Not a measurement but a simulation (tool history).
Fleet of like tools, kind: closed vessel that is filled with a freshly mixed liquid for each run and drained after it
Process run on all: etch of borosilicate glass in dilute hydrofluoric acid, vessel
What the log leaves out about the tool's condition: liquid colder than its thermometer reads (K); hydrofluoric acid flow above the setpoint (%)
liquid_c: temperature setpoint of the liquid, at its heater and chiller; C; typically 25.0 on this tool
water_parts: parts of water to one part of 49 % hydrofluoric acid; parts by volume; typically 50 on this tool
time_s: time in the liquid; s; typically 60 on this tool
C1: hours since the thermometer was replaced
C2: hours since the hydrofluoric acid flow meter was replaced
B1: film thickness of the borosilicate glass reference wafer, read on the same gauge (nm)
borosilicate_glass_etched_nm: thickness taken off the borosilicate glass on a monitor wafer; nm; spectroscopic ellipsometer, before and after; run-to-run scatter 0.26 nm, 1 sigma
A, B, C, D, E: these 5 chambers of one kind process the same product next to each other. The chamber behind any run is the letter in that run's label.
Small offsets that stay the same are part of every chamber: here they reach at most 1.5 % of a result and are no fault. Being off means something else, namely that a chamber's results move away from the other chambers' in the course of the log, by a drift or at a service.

Run 1A, hour 5.8: usual settings; C1 388.5; C2 931.5; B1 60.027. Result: borosilicate_glass_etched_nm 44.527 nm.
Run 2E, hour 14.4: usual settings; C1 493.7; C2 1153.6; B1 60.024. Result: borosilicate_glass_etched_nm 43.451 nm.
Run 3D, hour 20.9: usual settings; C1 2085.2; C2 1702.8; B1 59.956. Result: borosilicate_glass_etched_nm 42.802 nm.
Run 4C, hour 30.5: usual settings; C1 817.4; C2 238.5; B1 59.971. Result: borosilicate_glass_etched_nm 43.642 nm.
Run 5B, hour 41.5: usual settings; C1 1549.0; C2 2036.0; B1 60.034. Result: borosilicate_glass_etched_nm 43.286 nm.
Run 6B, hour 50.5: usual settings; C1 1558.0; C2 2045.0; B1 59.985. Result: borosilicate_glass_etched_nm 43.306 nm.
Run 7C, hour 63.1: usual settings; C1 850.0; C2 271.1; B1 59.981. Result: borosilicate_glass_etched_nm 43.861 nm.
Run 8A, hour 72.7: usual settings; C1 455.4; C2 998.4; B1 59.973. Result: borosilicate_glass_etched_nm 43.894 nm.
Run 9E, hour 81.7: usual settings; C1 561.0; C2 1220.9; B1 59.972. Result: borosilicate_glass_etched_nm 43.497 nm.
Run 10D, hour 94.1: usual settings; C1 2158.4; C2 1776.0; B1 60.034. Result: borosilicate_glass_etched_nm 43.697 nm.
Run 11C, hour 100.3: usual settings; C1 887.2; C2 308.3; B1 59.992. Result: borosilicate_glass_etched_nm 43.111 nm.
Run 12D, hour 108.9: usual settings; C1 2173.2; C2 1790.8; B1 60.001. Result: borosilicate_glass_etched_nm 43.889 nm.
Run 13B, hour 115.7: usual settings; C1 1623.2; C2 2110.2; B1 59.975. Result: borosilicate_glass_etched_nm 43.265 nm.
Run 14E, hour 123.6: usual settings; C1 602.9; C2 1262.8; B1 60.002. Result: borosilicate_glass_etched_nm 43.313 nm.
Run 15A, hour 135.3: usual settings but liquid_c 22.0 C; C1 518.0; C2 1061.0; B1 60.019. Result: borosilicate_glass_etched_nm 38.480 nm.
Run 16A, hour 143.0: usual settings but liquid_c 22.0 C; C1 525.7; C2 1068.7; B1 59.978. Result: borosilicate_glass_etched_nm 38.792 nm.
Run 17E, hour 150.0: usual settings but liquid_c 22.0 C; C1 629.3; C2 1289.2; B1 60.022. Result: borosilicate_glass_etched_nm 38.261 nm.
Run 18C, hour 162.7: usual settings but liquid_c 22.0 C; C1 949.6; C2 370.7; B1 60.020. Result: borosilicate_glass_etched_nm 38.215 nm.
Run 19B, hour 173.8: usual settings but liquid_c 22.0 C; C1 1681.3; C2 2168.3; B1 59.977. Result: borosilicate_glass_etched_nm 38.188 nm.
Run 20D, hour 184.6: usual settings; C1 2248.9; C2 1866.5; B1 59.983. Result: borosilicate_glass_etched_nm 43.157 nm.
Run 21B, hour 192.4: usual settings; C1 1699.9; C2 2186.9; B1 60.037. Result: borosilicate_glass_etched_nm 43.515 nm.
Run 22D, hour 199.5: usual settings; C1 2263.8; C2 1881.4; B1 60.026. Result: borosilicate_glass_etched_nm 43.070 nm.
Run 23E, hour 210.3: usual settings; C1 689.6; C2 1349.5; B1 60.032. Result: borosilicate_glass_etched_nm 43.542 nm.
Run 24A, hour 219.0: usual settings; C1 601.7; C2 1144.7; B1 59.983. Result: borosilicate_glass_etched_nm 44.313 nm.
Run 25C, hour 224.7: usual settings; C1 1011.6; C2 432.7; B1 59.978. Result: borosilicate_glass_etched_nm 42.852 nm.
Run 26E, hour 233.8: usual settings; C1 713.1; C2 1373.0; B1 60.033. Result: borosilicate_glass_etched_nm 43.428 nm.
Run 27A, hour 244.9: usual settings; C1 627.6; C2 1170.6; B1 60.006. Result: borosilicate_glass_etched_nm 43.709 nm.
Run 28D, hour 254.9: usual settings but liquid_c 26.5 C, time_s 50 s; C1 2319.2; C2 1936.8; B1 60.012. Result: borosilicate_glass_etched_nm 38.370 nm.
Run 29C, hour 266.3: usual settings but liquid_c 26.5 C, time_s 50 s; C1 1053.2; C2 474.3; B1 60.001. Result: borosilicate_glass_etched_nm 38.385 nm.
Run 30B, hour 273.8: usual settings but liquid_c 26.5 C, time_s 50 s; C1 1781.3; C2 2268.3; B1 60.013. Result: borosilicate_glass_etched_nm 38.536 nm.
Run 31B, hour 281.0: usual settings but liquid_c 26.5 C, time_s 50 s; C1 1788.5; C2 2275.5; B1 59.977. Result: borosilicate_glass_etched_nm 38.227 nm.
Run 32C, hour 289.4: usual settings but liquid_c 26.5 C, time_s 50 s; C1 1076.3; C2 497.4; B1 60.005. Result: borosilicate_glass_etched_nm 38.787 nm.
Run 33A, hour 296.2: usual settings; C1 678.9; C2 1221.9; B1 59.988. Result: borosilicate_glass_etched_nm 43.767 nm.
Run 34D, hour 305.5: usual settings but liquid_c 23.0 C; C1 2369.8; C2 1987.4; B1 59.973. Result: borosilicate_glass_etched_nm 39.602 nm.
Run 35E, hour 311.6: usual settings but liquid_c 23.0 C; C1 790.9; C2 1450.8; B1 59.999. Result: borosilicate_glass_etched_nm 39.523 nm.
Run 36D, hour 321.0: usual settings but liquid_c 23.0 C; C1 2385.3; C2 2002.9; B1 60.007. Result: borosilicate_glass_etched_nm 39.927 nm.

All 5 chambers run these settings next. Forecast each chamber's results:
Run 37A, hour 330.4: usual settings but time_s 95 s. Result: borosilicate_glass_etched_nm ?.
Run 37B, hour 330.4: usual settings but time_s 95 s. Result: borosilicate_glass_etched_nm ?.
Run 37C, hour 330.4: usual settings but time_s 95 s. Result: borosilicate_glass_etched_nm ?.
Run 37D, hour 330.4: usual settings but time_s 95 s. Result: borosilicate_glass_etched_nm ?.
Run 37E, hour 330.4: usual settings but time_s 95 s. Result: borosilicate_glass_etched_nm ?.

run  borosilicate_glass_etched_nm
37A                        69.778
37B                        69.342
37C                        68.288
37D                        68.622
37E                        69.696
